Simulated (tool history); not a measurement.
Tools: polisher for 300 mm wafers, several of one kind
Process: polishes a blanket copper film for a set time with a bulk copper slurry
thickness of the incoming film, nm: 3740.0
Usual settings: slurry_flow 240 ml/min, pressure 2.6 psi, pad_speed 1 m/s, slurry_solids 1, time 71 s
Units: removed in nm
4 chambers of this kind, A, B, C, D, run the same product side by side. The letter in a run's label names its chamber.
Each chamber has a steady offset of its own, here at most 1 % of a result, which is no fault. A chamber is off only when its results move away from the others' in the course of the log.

{"hour": 7.1, "done": "chamber C: worn pad replaced by a new one"}
{"run": "1B", "hour": 10.3, "slurry_flow": 240, "pressure": 2.6, "pad_speed": 1, "slurry_solids": 1, "time": 71, "removed": 728.59}
{"hour": 20.0, "done": "chamber D: worn pad replaced by a new one"}
{"run": "2D", "hour": 21.8, "slurry_flow": 240, "pressure": 2.6, "pad_speed": 1, "slurry_solids": 1, "time": 71, "removed": 725.88}
{"hour": 23.3, "done": "chamber C: slurry nozzle cleaned"}
{"hour": 24.7, "done": "chamber D: slurry blender recalibrated"}
{"run": "3A", "hour": 31.9, "slurry_flow": 240, "pressure": 2.6, "pad_speed": 1, "slurry_solids": 1, "time": 71, "removed": 715.82}
{"run": "4C", "hour": 39.1, "slurry_flow": 240, "pressure": 2.6, "pad_speed": 1, "slurry_solids": 1, "time": 71, "removed": 721.4}
{"hour": 48.6, "done": "chamber A: worn pad replaced by a new one"}
{"run": "5B", "hour": 50.6, "slurry_flow": 180, "pressure": 2.6, "pad_speed": 1, "slurry_solids": 1, "time": 71, "removed": 696.76}
{"run": "6C", "hour": 57.8, "slurry_flow": 180, "pressure": 2.6, "pad_speed": 1, "slurry_solids": 1, "time": 71, "removed": 703.56}
{"run": "7D", "hour": 73.3, "slurry_flow": 180, "pressure": 2.6, "pad_speed": 1, "slurry_solids": 1, "time": 71, "removed": 695.86}
{"run": "8A", "hour": 83.7, "slurry_flow": 180, "pressure": 2.6, "pad_speed": 1, "slurry_solids": 1, "time": 71, "removed": 692.9}
{"hour": 90.3, "done": "chamber B: worn pad replaced by a new one"}
{"run": "9D", "hour": 95.0, "slurry_flow": 240, "pressure": 2.9, "pad_speed": 1, "slurry_solids": 1.15, "time": 71, "removed": 827.23}
{"hour": 97.5, "done": "chamber D: slurry nozzle cleaned"}
{"hour": 105.4, "done": "chamber C: worn pad replaced by a new one"}
{"run": "10B", "hour": 107.5, "slurry_flow": 240, "pressure": 2.9, "pad_speed": 1, "slurry_solids": 1.15, "time": 71, "removed": 828.88}
{"hour": 111.1, "done": "chamber D: worn pad replaced by a new one"}
{"run": "11C", "hour": 118.5, "slurry_flow": 240, "pressure": 2.9, "pad_speed": 1, "slurry_solids": 1.15, "time": 71, "removed": 831.41}
{"run": "12A", "hour": 126.5, "slurry_flow": 240, "pressure": 2.9, "pad_speed": 1, "slurry_solids": 1.15, "time": 71, "removed": 831.37}
{"hour": 134.4, "done": "chamber A: worn pad replaced by a new one"}
{"run": "13B", "hour": 136.0, "slurry_flow": 240, "pressure": 1.9, "pad_speed": 1.14, "slurry_solids": 1, "time": 71, "removed": 595.34}
{"hour": 136.8, "done": "chamber C: slurry blender recalibrated"}
{"run": "14A", "hour": 143.4, "slurry_flow": 240, "pressure": 1.9, "pad_speed": 1.14, "slurry_solids": 1, "time": 71, "removed": 596.95}
{"run": "15D", "hour": 151.3, "slurry_flow": 240, "pressure": 1.9, "pad_speed": 1.14, "slurry_solids": 1, "time": 71, "removed": 604.02}
{"run": "16C", "hour": 160.4, "slurry_flow": 240, "pressure": 1.9, "pad_speed": 1.14, "slurry_solids": 1, "time": 71, "removed": 601.89}
{"hour": 161.2, "done": "chamber B: slurry blender recalibrated"}
{"run": "17A", "hour": 170.9, "slurry_flow": 160, "pressure": 2.6, "pad_speed": 1, "slurry_solids": 1.3, "time": 71, "removed": 721.73}
{"run": "18C", "hour": 180.7, "slurry_flow": 160, "pressure": 2.6, "pad_speed": 1, "slurry_solids": 1.3, "time": 71, "removed": 730.05}
{"run": "19D", "hour": 193.2, "slurry_flow": 160, "pressure": 2.6, "pad_speed": 1, "slurry_solids": 1.3, "time": 71, "removed": 736.68}
{"hour": 193.6, "done": "chamber B: worn pad replaced by a new one"}
{"hour": 194.1, "done": "chamber C: worn pad replaced by a new one"}
{"run": "20B", "hour": 206.5, "slurry_flow": 160, "pressure": 2.6, "pad_speed": 1, "slurry_solids": 1.3, "time": 71, "removed": 716.41}
{"hour": 210.0, "done": "chamber D: worn pad replaced by a new one"}
{"run": "21D", "hour": 216.8, "slurry_flow": 240, "pressure": 2.6, "pad_speed": 0.8, "slurry_solids": 1, "time": 71, "removed": 584.91}
{"run": "22A", "hour": 230.2, "slurry_flow": 240, "pressure": 2.6, "pad_speed": 0.8, "slurry_solids": 1, "time": 71, "removed": 566.36}
{"hour": 232.5, "done": "chamber A: worn pad replaced by a new one"}
{"hour": 234.9, "done": "chamber D: slurry blender recalibrated"}
{"run": "23B", "hour": 239.7, "slurry_flow": 240, "pressure": 2.6, "pad_speed": 0.8, "slurry_solids": 1, "time": 71, "removed": 575}
{"run": "24C", "hour": 246.8, "slurry_flow": 240, "pressure": 2.6, "pad_speed": 0.8, "slurry_solids": 1, "time": 71, "removed": 580.84}
{"run": "25D", "hour": 260.8, "slurry_flow": 240, "pressure": 2.6, "pad_speed": 1, "slurry_solids": 1, "time": 71, "removed": 729.62}
{"run": "26A", "hour": 271.0, "slurry_flow": 240, "pressure": 2.6, "pad_speed": 1, "slurry_solids": 1, "time": 71, "removed": 714.96}
{"hour": 280.5, "done": "chamber C: worn pad replaced by a new one"}
{"hour": 281.9, "done": "chamber B: worn pad replaced by a new one"}
{"run": "27C", "hour": 283.5, "slurry_flow": 240, "pressure": 2.6, "pad_speed": 1, "slurry_solids": 1, "time": 71, "removed": 727.32}
{"run": "28B", "hour": 291.3, "slurry_flow": 240, "pressure": 2.6, "pad_speed": 1, "slurry_solids": 1, "time": 71, "removed": 720.92}
{"hour": 294.1, "done": "chamber D: worn pad replaced by a new one"}
{"hour": 299.3, "done": "chamber C: head pressure recalibrated"}
{"run": "29D", "hour": 303.6, "slurry_flow": 240, "pressure": 2.6, "pad_speed": 1, "slurry_solids": 1, "time": 71, "removed": 718.62}
{"hour": 311.3, "done": "chamber B: slurry blender recalibrated"}
{"run": "30B", "hour": 311.4, "slurry_flow": 240, "pressure": 2.6, "pad_speed": 1, "slurry_solids": 1, "time": 71, "removed": 720.76}
{"hour": 314.6, "done": "chamber A: worn pad replaced by a new one"}
{"hour": 315.0, "done": "chamber B: head pressure recalibrated"}
{"hour": 318.5, "done": "chamber C: slurry nozzle cleaned"}
{"run": "31A", "hour": 324.0, "slurry_flow": 240, "pressure": 2.9, "pad_speed": 1, "slurry_solids": 1, "time": 71, "removed": 810.77}
{"hour": 333.3, "done": "chamber A: slurry blender recalibrated"}
{"run": "32C", "hour": 333.3, "slurry_flow": 240, "pressure": 2.9, "pad_speed": 1, "slurry_solids": 1, "time": 71, "removed": 809.99}
{"hour": 347.4, "done": "chamber B: slurry nozzle cleaned"}
{"run": "33B", "hour": 348.3, "slurry_flow": 240, "pressure": 2.9, "pad_speed": 1, "slurry_solids": 1, "time": 71, "removed": 804.35}
{"run": "34C", "hour": 362.8, "slurry_flow": 240, "pressure": 2.9, "pad_speed": 1, "slurry_solids": 1, "time": 71, "removed": 811.03}
{"hour": 365.9, "done": "chamber B: worn pad replaced by a new one"}
{"run": "35D", "hour": 374.0, "slurry_flow": 240, "pressure": 2.6, "pad_speed": 1, "slurry_solids": 1, "time": 71, "removed": 733.4}
{"hour": 374.2, "done": "chamber D: worn pad replaced by a new one"}
{"hour": 375.8, "done": "chamber C: worn pad replaced by a new one"}
{"hour": 383.6, "done": "chamber A: slurry nozzle cleaned"}
{"run": "36A", "hour": 389.0, "slurry_flow": 240, "pressure": 2.6, "pad_speed": 1, "slurry_solids": 1, "time": 71, "removed": 721.71}
{"run": "37C", "hour": 397.7, "slurry_flow": 240, "pressure": 2.6, "pad_speed": 1, "slurry_solids": 1, "time": 71, "removed": 720.03}
{"hour": 408.3, "done": "chamber D: head pressure recalibrated"}
{"run": "38A", "hour": 408.4, "slurry_flow": 240, "pressure": 2.6, "pad_speed": 1, "slurry_solids": 1, "time": 71, "removed": 723.78}
{"hour": 415.6, "done": "chamber A: worn pad replaced by a new one"}
{"run": "39D", "hour": 417.5, "slurry_flow": 240, "pressure": 2.6, "pad_speed": 1, "slurry_solids": 1, "time": 71, "removed": 721.63}
{"run": "40B", "hour": 425.5, "slurry_flow": 240, "pressure": 2.6, "pad_speed": 1, "slurry_solids": 1, "time": 71, "removed": 709.09}
{"run": "41A", "hour": 435.8, "slurry_flow": 240, "pressure": 2.6, "pad_speed": 1, "slurry_solids": 1, "time": 71, "removed": 715.36}
{"run": "42B", "hour": 447.0, "slurry_flow": 240, "pressure": 2.6, "pad_speed": 1, "slurry_solids": 1, "time": 71, "removed": 708.43}
{"hour": 454.6, "done": "chamber D: worn pad replaced by a new one"}
{"run": "43C", "hour": 455.5, "slurry_flow": 240, "pressure": 2.6, "pad_speed": 1, "slurry_solids": 1, "time": 71, "removed": 729.68}
{"hour": 457.7, "done": "chamber D: slurry blender recalibrated"}
{"run": "44D", "hour": 468.2, "slurry_flow": 240, "pressure": 2.6, "pad_speed": 1, "slurry_solids": 1, "time": 71, "removed": 721.57}

What goes on in this fleet: one chamber off, a drifting gauge, or nothing beyond the chambers' own small offsets? Name the chamber and the cause, if any.

No chamber stands off beyond its own small offset, and the gauge holds steady.
